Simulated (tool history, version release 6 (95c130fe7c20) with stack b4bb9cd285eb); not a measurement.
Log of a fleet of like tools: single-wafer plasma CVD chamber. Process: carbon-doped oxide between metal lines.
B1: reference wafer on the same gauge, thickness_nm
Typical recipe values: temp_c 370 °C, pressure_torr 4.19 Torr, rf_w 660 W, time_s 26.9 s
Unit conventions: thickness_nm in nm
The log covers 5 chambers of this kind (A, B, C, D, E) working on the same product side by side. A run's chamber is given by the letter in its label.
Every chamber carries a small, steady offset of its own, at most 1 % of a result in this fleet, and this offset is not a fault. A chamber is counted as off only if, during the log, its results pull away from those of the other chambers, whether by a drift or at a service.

Run 1E, day 0.379: usual settings; B1 141.99. Result: thickness_nm 151.56 nm.
Run 2C, day 0.775: usual settings; B1 142.05. Result: thickness_nm 152.03 nm.
Run 3D, day 1.296: usual settings; B1 142.06. Result: thickness_nm 152.86 nm.
Run 4B, day 1.867: usual settings; B1 142.12. Result: thickness_nm 152.02 nm.
Run 5A, day 2.446: usual settings; B1 142.08. Result: thickness_nm 150.61 nm.
At day 2.579: chamber A: capacitance manometer re-zeroed and calibrated.
Run 6A, day 3: usual settings; B1 142.17. Result: thickness_nm 151.07 nm.
Run 7D, day 3.512: usual settings; B1 142.13. Result: thickness_nm 153.57 nm.
Run 8C, day 4.017: usual settings; B1 142.17. Result: thickness_nm 152.33 nm.
Run 9E, day 4.375: usual settings; B1 142.23. Result: thickness_nm 151.62 nm.
Run 10B, day 4.879: usual settings; B1 142.26. Result: thickness_nm 152.46 nm.
Run 11C, day 5.217: usual settings but temp_c 375 °C, time_s 30.8 s; B1 142.29. Result: thickness_nm 171.86 nm.
Run 12D, day 5.588: usual settings but temp_c 375 °C, time_s 30.8 s; B1 142.29. Result: thickness_nm 173.03 nm.
Run 13B, day 6.188: usual settings but temp_c 375 °C, time_s 30.8 s; B1 142.3. Result: thickness_nm 172.06 nm.
Run 14A, day 6.558: usual settings but temp_c 375 °C, time_s 30.8 s; B1 142.3. Result: thickness_nm 170.26 nm.
Run 15E, day 6.85: usual settings but temp_c 375 °C, time_s 30.8 s; B1 142.33. Result: thickness_nm 171.3 nm.
Run 16D, day 7.408: usual settings; B1 142.38. Result: thickness_nm 153.18 nm.
Run 17C, day 7.879: usual settings; B1 142.38. Result: thickness_nm 152.2 nm.
Run 18B, day 8.288: usual settings; B1 142.39. Result: thickness_nm 151.95 nm.
Run 19A, day 8.858: usual settings; B1 142.41. Result: thickness_nm 150.87 nm.
At day 9.05: chamber D: capacitance manometer re-zeroed and calibrated.
Run 20E, day 9.192: usual settings; B1 142.45. Result: thickness_nm 151.85 nm.
Run 21B, day 9.496: usual settings; B1 142.44. Result: thickness_nm 152.5 nm.
Run 22E, day 9.892: usual settings; B1 142.47. Result: thickness_nm 151.78 nm.
Run 23D, day 10.375: usual settings; B1 142.45. Result: thickness_nm 153.5 nm.
Run 24C, day 10.8: usual settings; B1 142.5. Result: thickness_nm 152.58 nm.
Run 25A, day 11.392: usual settings; B1 142.57. Result: thickness_nm 151.45 nm.
Run 26E, day 11.833: usual settings; B1 142.54. Result: thickness_nm 151.95 nm.
Run 27A, day 12.129: usual settings but pressure_torr 3.31 Torr; B1 142.63. Result: thickness_nm 147.33 nm.
Run 28C, day 12.467: usual settings but pressure_torr 3.31 Torr; B1 142.57. Result: thickness_nm 148.69 nm.
Run 29D, day 13.071: usual settings but pressure_torr 3.31 Torr; B1 142.63. Result: thickness_nm 149.09 nm.
Run 30B, day 13.683: usual settings but pressure_torr 3.31 Torr; B1 142.66. Result: thickness_nm 148.29 nm.
Run 31D, day 14.129: usual settings but pressure_torr 3.31 Torr; B1 142.58. Result: thickness_nm 149.26 nm.
Run 32E, day 14.617: usual settings; B1 142.67. Result: thickness_nm 152.34 nm.
Run 33B, day 14.925: usual settings; B1 142.74. Result: thickness_nm 153 nm.
Run 34A, day 15.283: usual settings; B1 142.63. Result: thickness_nm 151.9 nm.
Run 35C, day 15.575: usual settings; B1 142.72. Result: thickness_nm 153 nm.
Run 36C, day 16.15: usual settings; B1 142.77. Result: thickness_nm 153.15 nm.
Run 37A, day 16.562: usual settings; B1 142.69. Result: thickness_nm 151.47 nm.
Run 38D, day 16.9: usual settings; B1 142.71. Result: thickness_nm 153.41 nm.
At day 17.1: chamber E: thermocouple changed; heater temperature recalibrated.
Run 39B, day 17.417: usual settings; B1 142.8. Result: thickness_nm 152.78 nm.
Run 40E, day 18: usual settings; B1 142.82. Result: thickness_nm 152.48 nm.
Run 41A, day 18.479: usual settings but temp_c 385 °C, rf_w 705 W; B1 142.91. Result: thickness_nm 152.94 nm.
Run 42C, day 18.762: usual settings but temp_c 385 °C, rf_w 705 W; B1 142.85. Result: thickness_nm 153.97 nm.
Run 43D, day 19.254: usual settings but temp_c 385 °C, rf_w 705 W; B1 142.92. Result: thickness_nm 155.23 nm.
Run 44B, day 19.862: usual settings but temp_c 385 °C, rf_w 705 W; B1 142.89. Result: thickness_nm 154.63 nm.

Predict what each chamber gives when all 5 of them run the settings below next.
Run 45A, day 20.304: usual settings but temp_c 358 °C. Result: thickness_nm ?.
Run 45B, day 20.304: usual settings but temp_c 358 °C. Result: thickness_nm ?.
Run 45C, day 20.304: usual settings but temp_c 358 °C. Result: thickness_nm ?.
Run 45D, day 20.304: usual settings but temp_c 358 °C. Result: thickness_nm ?.
Run 45E, day 20.304: usual settings but temp_c 358 °C. Result: thickness_nm ?.

run  thickness_nm
45A         156.8
45B        156.97
45C        157.47
45D        158.33
45E        156.91
